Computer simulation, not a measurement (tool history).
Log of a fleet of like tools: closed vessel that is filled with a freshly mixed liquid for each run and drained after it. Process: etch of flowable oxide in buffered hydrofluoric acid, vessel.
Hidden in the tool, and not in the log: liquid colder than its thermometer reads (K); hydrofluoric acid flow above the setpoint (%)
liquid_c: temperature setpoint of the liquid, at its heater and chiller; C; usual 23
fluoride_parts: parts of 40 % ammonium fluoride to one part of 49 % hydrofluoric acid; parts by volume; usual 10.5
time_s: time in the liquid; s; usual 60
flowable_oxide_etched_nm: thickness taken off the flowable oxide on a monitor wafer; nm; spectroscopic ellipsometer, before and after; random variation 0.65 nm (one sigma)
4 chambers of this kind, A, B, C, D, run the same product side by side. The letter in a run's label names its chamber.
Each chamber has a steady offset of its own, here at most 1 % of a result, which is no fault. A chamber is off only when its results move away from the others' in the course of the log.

run	hour	liquid_c	fluoride_parts	time_s	hours since the thermometer was replaced	hours since the hydrofluoric acid flow meter was replaced	read-back film thickness of the flowable oxide reference wafer, read on the same gauge (nm)	flowable_oxide_etched_nm
1D	3.4	23	10.5	60	1659.6	1235.8	149.99	143.85
2B	8.9	23	10.5	60	1186.6	130.6	150.01	142.98
# hour 9.9: chamber D: hydrofluoric acid flow meter replaced
3A	13.5	23	10.5	60	1977.7	430.3	150.01	142.45
4C	17.3	23	10.5	60	1107.5	1013.8	150.02	143.19
5C	20.3	23	10.5	60	1110.5	1016.8	150.03	144.04
6B	26.3	23	7.5	50	1204.0	148.0	150.00	161.93
7A	32.3	23	7.5	50	1996.5	449.1	150.01	160.32
8D	37.2	23	7.5	50	1693.4	27.3	150.03	162.48
9A	40.6	23	7.5	50	2004.8	457.4	149.99	159.89
10C	45.5	23	10.5	60	1135.7	1042.0	150.01	144.00
11D	49.5	23	10.5	60	1705.7	39.6	150.02	143.89
12B	55.6	20	8.0	60	1233.3	177.3	149.98	154.85
13B	61.1	20	8.0	60	1238.8	182.8	150.03	155.61
14A	66.9	20	8.0	60	2031.1	483.7	149.98	149.59
15D	72.6	20	8.0	60	1728.8	62.7	149.99	154.33
16C	76.0	23	10.5	60	1166.2	1072.5	150.06	142.96
17A	82.4	23	10.5	60	2046.6	499.2	150.02	136.56
18C	87.2	23	10.5	60	1177.4	1083.7	150.00	144.39
19D	93.0	23	10.5	60	1749.2	83.1	150.05	144.46
20B	96.7	23	10.5	60	1274.4	218.4	150.00	143.07
21A	100.3	23	10.5	60	2064.5	517.1	150.01	135.06
22B	105.5	23	10.5	60	1283.2	227.2	149.99	142.91
23D	110.7	23	10.5	60	1766.9	100.8	150.01	142.83
24C	116.9	23	10.5	40	1207.1	1113.4	150.00	96.13

What goes on in this fleet: one chamber off, a drifting gauge, or nothing beyond the chambers' own small offsets? Name the chamber and the cause, if any.

Chamber A drifts away from the others.
Cause: liquid colder than its thermometer reads (K) = 1.21.
The log may not tell that from: hydrofluoric acid flow below the setpoint (%).

Here are 4 candidates for chamber A's next run, each the usual settings with a change, their results left as question marks. Which one brings its results back in line with what the others give on the usual settings?
In line means no further than this from the other chambers' mean on the usual settings: flowable_oxide_etched_nm 2.30 nm
25A-1	121.6	23.5	10.0	60				?
25A-2	121.6	22.5	11.0	60				?
25A-3	121.6	20.5	10.5	60				?
25A-4	121.6	24.0	9.5	60				?

The other chambers' mean on the usual settings: flowable_oxide_etched_nm 143.11 nm
run	flowable_oxide_etched_nm
25A-1	143.21
25A-2	123.44
25A-3	115.59
25A-4	152.13
25A-1 brings the chamber back in line.

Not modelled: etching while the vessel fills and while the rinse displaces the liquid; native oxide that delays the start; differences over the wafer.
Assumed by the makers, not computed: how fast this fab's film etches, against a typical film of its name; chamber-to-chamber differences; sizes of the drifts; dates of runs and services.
